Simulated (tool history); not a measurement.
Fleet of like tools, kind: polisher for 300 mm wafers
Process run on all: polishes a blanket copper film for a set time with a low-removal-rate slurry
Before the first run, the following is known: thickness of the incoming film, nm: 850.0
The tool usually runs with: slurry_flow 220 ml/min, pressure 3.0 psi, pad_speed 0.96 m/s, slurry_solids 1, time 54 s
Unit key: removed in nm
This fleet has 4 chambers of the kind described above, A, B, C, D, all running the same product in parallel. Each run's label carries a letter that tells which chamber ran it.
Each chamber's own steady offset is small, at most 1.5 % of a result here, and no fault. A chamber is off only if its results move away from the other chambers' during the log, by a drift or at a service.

| run | day | slurry_flow | pressure | pad_speed | slurry_solids | time | wafers polished on this pad | hours since the slurry nozzle was cleaned | hours since the head pressure was calibrated | hours since the slurry blender was calibrated | removed |
|---|---|---|---|---|---|---|---|---|---|---|---|
| 1D | 0.208 | 220 | 3.0 | 0.96 | 1 | 54 | 255 | 97.9 | 24.3 | 91.9 | 145.800 |
| 2B | 0.417 | 220 | 3.0 | 0.96 | 1 | 54 | 1199 | 121.4 | 956.7 | 18.0 | 143.440 |
|  | 0.517 | chamber B: worn pad replaced by a new one |
| 3C | 0.596 | 220 | 3.0 | 0.96 | 1 | 54 | 225 | 342.5 | 244.8 | 311.2 | 141.840 |
| 4A | 0.900 | 220 | 3.0 | 0.96 | 1 | 54 | 917 | 101.6 | 943.3 | 123.1 | 142.700 |
| 5A | 1.108 | 220 | 3.0 | 0.96 | 1 | 54 | 954 | 106.6 | 948.3 | 128.1 | 143.580 |
| 6B | 1.354 | 220 | 3.0 | 0.96 | 1 | 54 | 149 | 143.9 | 979.2 | 40.5 | 145.870 |
| 7D | 1.579 | 220 | 3.0 | 0.96 | 1 | 54 | 499 | 130.8 | 57.2 | 124.8 | 147.120 |
|  | 1.583 | chamber A: head pressure recalibrated |
| 8C | 1.888 | 220 | 3.0 | 0.96 | 1 | 54 | 455 | 373.5 | 275.8 | 342.2 | 143.830 |
| 9C | 2.208 | 220 | 3.0 | 0.96 | 1 | 54 | 512 | 381.2 | 283.5 | 349.9 | 142.370 |
|  | 2.242 | chamber A: worn pad replaced by a new one |
| 10D | 2.462 | 220 | 3.7 | 0.96 | 1 | 71 | 656 | 152.0 | 78.4 | 146.0 | 234.420 |
|  | 2.588 | chamber C: worn pad replaced by a new one |
| 11B | 2.750 | 220 | 3.7 | 0.96 | 1 | 71 | 397 | 177.4 | 1012.7 | 74.0 | 231.510 |
| 12A | 3.033 | 220 | 3.7 | 0.96 | 1 | 71 | 140 | 152.8 | 34.8 | 174.3 | 230.300 |
| 13B | 3.317 | 220 | 3.7 | 0.96 | 1 | 71 | 498 | 191.0 | 1026.3 | 87.6 | 230.130 |
| 14D | 3.483 | 220 | 3.0 | 0.96 | 1 | 54 | 837 | 176.5 | 102.9 | 170.5 | 142.760 |
| 15C | 3.783 | 220 | 3.0 | 0.96 | 1 | 54 | 212 | 419.0 | 321.3 | 387.7 | 140.460 |
| 16A | 3.983 | 275 | 3.0 | 0.96 | 1 | 54 | 309 | 175.6 | 57.6 | 197.1 | 146.960 |
|  | 4.221 | chamber D: worn pad replaced by a new one |
| 17C | 4.288 | 275 | 3.0 | 0.96 | 1 | 54 | 302 | 431.1 | 333.4 | 399.8 | 143.420 |
| 18B | 4.462 | 275 | 3.0 | 0.96 | 1 | 54 | 701 | 218.5 | 1053.8 | 115.1 | 143.780 |
| 19D | 4.662 | 275 | 3.0 | 0.96 | 1 | 54 | 79 | 204.8 | 131.2 | 198.8 | 150.580 |
| 20A | 4.883 | 220 | 3.0 | 0.96 | 1 | 54 | 469 | 197.2 | 79.2 | 218.7 | 145.890 |
| 21B | 5.150 | 220 | 2.1 | 0.96 | 1 | 54 | 824 | 235.0 | 1070.3 | 131.6 | 99.655 |
| 22A | 5.454 | 220 | 2.1 | 0.96 | 1 | 54 | 571 | 210.9 | 92.9 | 232.4 | 99.165 |
| 23C | 5.625 | 220 | 2.1 | 0.96 | 1 | 54 | 539 | 463.2 | 365.5 | 431.9 | 99.342 |
|  | 5.704 | chamber B: head pressure recalibrated |
| 24D | 5.796 | 220 | 2.1 | 0.96 | 1 | 54 | 280 | 232.0 | 158.4 | 226.0 | 102.390 |
|  | 6.025 | chamber C: slurry nozzle cleaned |
|  | 6.062 | chamber B: slurry blender recalibrated |
|  | 6.088 | chamber C: slurry blender recalibrated |
| 25C | 6.088 | 220 | 3.0 | 0.96 | 1 | 54 | 622 | 1.5 | 376.6 | 0.1 | 140.140 |
|  | 6.146 | chamber B: worn pad replaced by a new one |
| 26A | 6.246 | 220 | 3.0 | 0.96 | 1 | 54 | 711 | 229.9 | 111.9 | 251.4 | 143.850 |
| 27D | 6.517 | 220 | 3.0 | 0.96 | 1 | 54 | 408 | 249.3 | 175.7 | 243.3 | 145.820 |
|  | 6.621 | chamber C: worn pad replaced by a new one |
| 28B | 6.833 | 220 | 3.0 | 0.96 | 1 | 54 | 122 | 275.4 | 27.1 | 18.5 | 137.520 |
| 29A | 7.092 | 220 | 3.0 | 0.96 | 1 | 54 | 862 | 250.2 | 132.2 | 271.7 | 141.680 |
| 30D | 7.392 | 220 | 3.0 | 0.96 | 1 | 54 | 564 | 270.3 | 196.7 | 264.3 | 143.970 |
| 31C | 7.546 | 220 | 3.0 | 0.96 | 1 | 54 | 164 | 36.5 | 411.6 | 35.1 | 140.300 |
| 32B | 7.771 | 220 | 3.0 | 0.96 | 1 | 54 | 288 | 297.9 | 49.6 | 41.0 | 139.690 |
|  | 8.025 | chamber A: worn pad replaced by a new one |
| 33A | 8.050 | 160 | 3.0 | 0.68 | 1 | 54 | 4 | 273.2 | 155.2 | 294.7 | 97.955 |
| 34C | 8.288 | 160 | 3.0 | 0.68 | 1 | 54 | 296 | 54.3 | 429.4 | 52.9 | 95.577 |
| 35B | 8.533 | 160 | 3.0 | 0.68 | 1 | 54 | 424 | 316.2 | 67.9 | 59.3 | 91.079 |
| 36D | 8.746 | 160 | 3.0 | 0.68 | 1 | 54 | 804 | 302.8 | 229.2 | 296.8 | 98.386 |
| 37A | 9.050 | 220 | 3.0 | 0.96 | 1 | 54 | 182 | 297.2 | 179.2 | 318.7 | 142.110 |
| 38B | 9.300 | 220 | 3.0 | 0.96 | 1 | 54 | 560 | 334.6 | 86.3 | 77.7 | 131.570 |
| 39C | 9.517 | 220 | 3.7 | 0.96 | 1 | 54 | 515 | 83.8 | 458.9 | 82.4 | 177.710 |

Has any chamber moved away from the others, gradually or after a service, or does the common gauge drift, or do the chambers differ only by their own small steady offsets? State the chamber and the most likely cause if one applies.

Little by little, chamber B moves away from the other chambers.
What lies behind it: slurry flow missing at the pad, % = 39.4.

Here are 4 candidates for chamber B's next run, each the usual settings with a change, their results left as question marks. Which one brings its results back in line with what the others give on the usual settings?
Maximum distance from the other chambers' mean on the usual settings for a result to count as in line: removed 5.700 nm
| 40B-1 | 9.746 | 220 | 3.2 | 0.96 | 1 | 54 |  |  |  |  | ? |
| 40B-2 | 9.746 | 225 | 3.2 | 0.96 | 1 | 58 |  |  |  |  | ? |
| 40B-3 | 9.746 | 215 | 2.8 | 0.90 | 1 | 54 |  |  |  |  | ? |
| 40B-4 | 9.746 | 220 | 2.9 | 0.92 | 1 | 54 |  |  |  |  | ? |

What the other chambers average on the usual settings: removed 143.050 nm
| run | removed |
|---|---|
| 40B-1 | 143.760 |
| 40B-2 | 155.050 |
| 40B-3 | 117.210 |
| 40B-4 | 124.700 |
40B-1 puts the chamber back in line with the other chambers.
